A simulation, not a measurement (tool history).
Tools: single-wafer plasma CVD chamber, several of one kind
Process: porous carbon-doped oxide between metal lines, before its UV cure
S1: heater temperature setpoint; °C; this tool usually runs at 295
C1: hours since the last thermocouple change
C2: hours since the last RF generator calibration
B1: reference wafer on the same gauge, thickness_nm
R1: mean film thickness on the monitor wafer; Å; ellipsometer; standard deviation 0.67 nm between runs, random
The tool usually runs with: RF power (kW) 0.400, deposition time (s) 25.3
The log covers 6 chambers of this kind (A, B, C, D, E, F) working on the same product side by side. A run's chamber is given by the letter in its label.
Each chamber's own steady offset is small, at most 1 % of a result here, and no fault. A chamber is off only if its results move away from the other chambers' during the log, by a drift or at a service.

Run 1F, day 0.346: usual settings; C1 1799.6; C2 1449.2; B1 127.96. Result: R1 1205.4 Å.
Run 2D, day 0.554: usual settings; C1 711.5; C2 1280.9; B1 128.00. Result: R1 1206.0 Å.
At day 0.858: chamber A: RF generator calibrated.
Run 3C, day 0.900: usual settings; C1 523.3; C2 344.9; B1 128.03. Result: R1 1191.1 Å.
At day 1.183: chamber A: thermocouple changed; heater temperature recalibrated.
Run 4A, day 1.208: usual settings; C1 0.6; C2 8.5; B1 127.96. Result: R1 1211.5 Å.
Run 5E, day 1.621: usual settings; C1 1041.3; C2 420.7; B1 128.18. Result: R1 1201.1 Å.
Run 6B, day 1.942: usual settings but deposition time (s) 23.2; C1 536.9; C2 838.5; B1 127.95. Result: R1 1101.1 Å.
Run 7B, day 2.158: usual settings but deposition time (s) 23.2; C1 542.1; C2 843.7; B1 128.01. Result: R1 1114.8 Å.
Run 8D, day 2.433: usual settings but deposition time (s) 23.2; C1 756.6; C2 1326.0; B1 128.07. Result: R1 1102.7 Å.
Run 9A, day 2.888: usual settings but deposition time (s) 23.2; C1 40.9; C2 48.8; B1 127.92. Result: R1 1112.3 Å.
Run 10C, day 3.217: usual settings but deposition time (s) 23.2; C1 578.9; C2 400.5; B1 127.95. Result: R1 1102.8 Å.
Run 11E, day 3.496: usual settings but deposition time (s) 23.2; C1 1086.3; C2 465.7; B1 127.86. Result: R1 1100.5 Å.
At day 3.667: chamber D: RF generator calibrated.
Run 12F, day 3.917: usual settings; C1 1885.3; C2 1534.9; B1 127.97. Result: R1 1202.7 Å.
Run 13D, day 4.338: usual settings; C1 802.3; C2 16.2; B1 128.02. Result: R1 1220.6 Å.
Run 14A, day 4.754: usual settings; C1 85.7; C2 93.6; B1 128.11. Result: R1 1205.7 Å.
Run 15F, day 5.042: usual settings; C1 1912.3; C2 1561.9; B1 128.13. Result: R1 1202.7 Å.
Run 16C, day 5.342: usual settings; C1 629.9; C2 451.5; B1 127.97. Result: R1 1202.2 Å.
Run 17E, day 5.688: usual settings; C1 1138.9; C2 518.3; B1 127.83. Result: R1 1202.7 Å.
Run 18B, day 5.917: usual settings but RF power (kW) 0.350; C1 632.3; C2 933.9; B1 128.03. Result: R1 1097.8 Å.
Run 19E, day 6.288: usual settings but RF power (kW) 0.350; C1 1153.3; C2 532.7; B1 128.08. Result: R1 1087.1 Å.
Run 20D, day 6.512: usual settings but RF power (kW) 0.350; C1 854.5; C2 68.4; B1 128.07. Result: R1 1089.5 Å.
Run 21C, day 6.742: usual settings but RF power (kW) 0.350; C1 663.5; C2 485.1; B1 128.14. Result: R1 1082.3 Å.
Run 22B, day 7.092: usual settings but RF power (kW) 0.350; C1 660.5; C2 962.1; B1 128.17. Result: R1 1085.4 Å.
Run 23F, day 7.479: usual settings but RF power (kW) 0.350; C1 1970.8; C2 1620.4; B1 128.08. Result: R1 1082.7 Å.
Run 24A, day 7.842: usual settings; C1 159.8; C2 167.7; B1 128.18. Result: R1 1197.4 Å.
Run 25A, day 8.275: usual settings; C1 170.2; C2 178.1; B1 127.97. Result: R1 1211.4 Å.
Run 26D, day 8.692: usual settings but S1 283 °C; C1 906.8; C2 120.7; B1 128.06. Result: R1 1298.1 Å.
Run 27B, day 8.958: usual settings but S1 283 °C; C1 705.3; C2 1006.9; B1 128.02. Result: R1 1305.9 Å.
Run 28F, day 9.250: usual settings but S1 283 °C; C1 2013.3; C2 1662.9; B1 127.98. Result: R1 1290.5 Å.
Run 29E, day 9.483: usual settings but S1 283 °C; C1 1230.0; C2 609.4; B1 128.12. Result: R1 1303.1 Å.
Run 30C, day 9.929: usual settings but S1 283 °C; C1 740.0; C2 561.6; B1 127.89. Result: R1 1301.3 Å.
Run 31D, day 10.154: usual settings but S1 283 °C; C1 941.9; C2 155.8; B1 128.11. Result: R1 1293.1 Å.
Run 32C, day 10.583: usual settings but RF power (kW) 0.445; C1 755.7; C2 577.3; B1 128.02. Result: R1 1297.1 Å.
Run 33B, day 10.796: usual settings but RF power (kW) 0.445; C1 749.4; C2 1051.0; B1 127.89. Result: R1 1309.5 Å.
Run 34E, day 11.146: usual settings but RF power (kW) 0.445; C1 1269.9; C2 649.3; B1 128.03. Result: R1 1309.9 Å.
Run 35F, day 11.596: usual settings but RF power (kW) 0.445; C1 2069.6; C2 1719.2; B1 128.03. Result: R1 1306.9 Å.
Run 36A, day 11.804: usual settings but RF power (kW) 0.445; C1 254.9; C2 262.8; B1 127.77. Result: R1 1310.3 Å.

Next, all 6 chambers run the settings below, one line each with question marks for the results. What does each chamber give?
Run 37A, day 12.133: usual settings but deposition time (s) 23.5. Result: R1 ?.
Run 37B, day 12.133: usual settings but deposition time (s) 23.5. Result: R1 ?.
Run 37C, day 12.133: usual settings but deposition time (s) 23.5. Result: R1 ?.
Run 37D, day 12.133: usual settings but deposition time (s) 23.5. Result: R1 ?.
Run 37E, day 12.133: usual settings but deposition time (s) 23.5. Result: R1 ?.
Run 37F, day 12.133: usual settings but deposition time (s) 23.5. Result: R1 ?.

run      R1
37A  1130.4
37B  1130.3
37C  1126.9
37D  1122.8
37E  1118.1
37F  1126.1
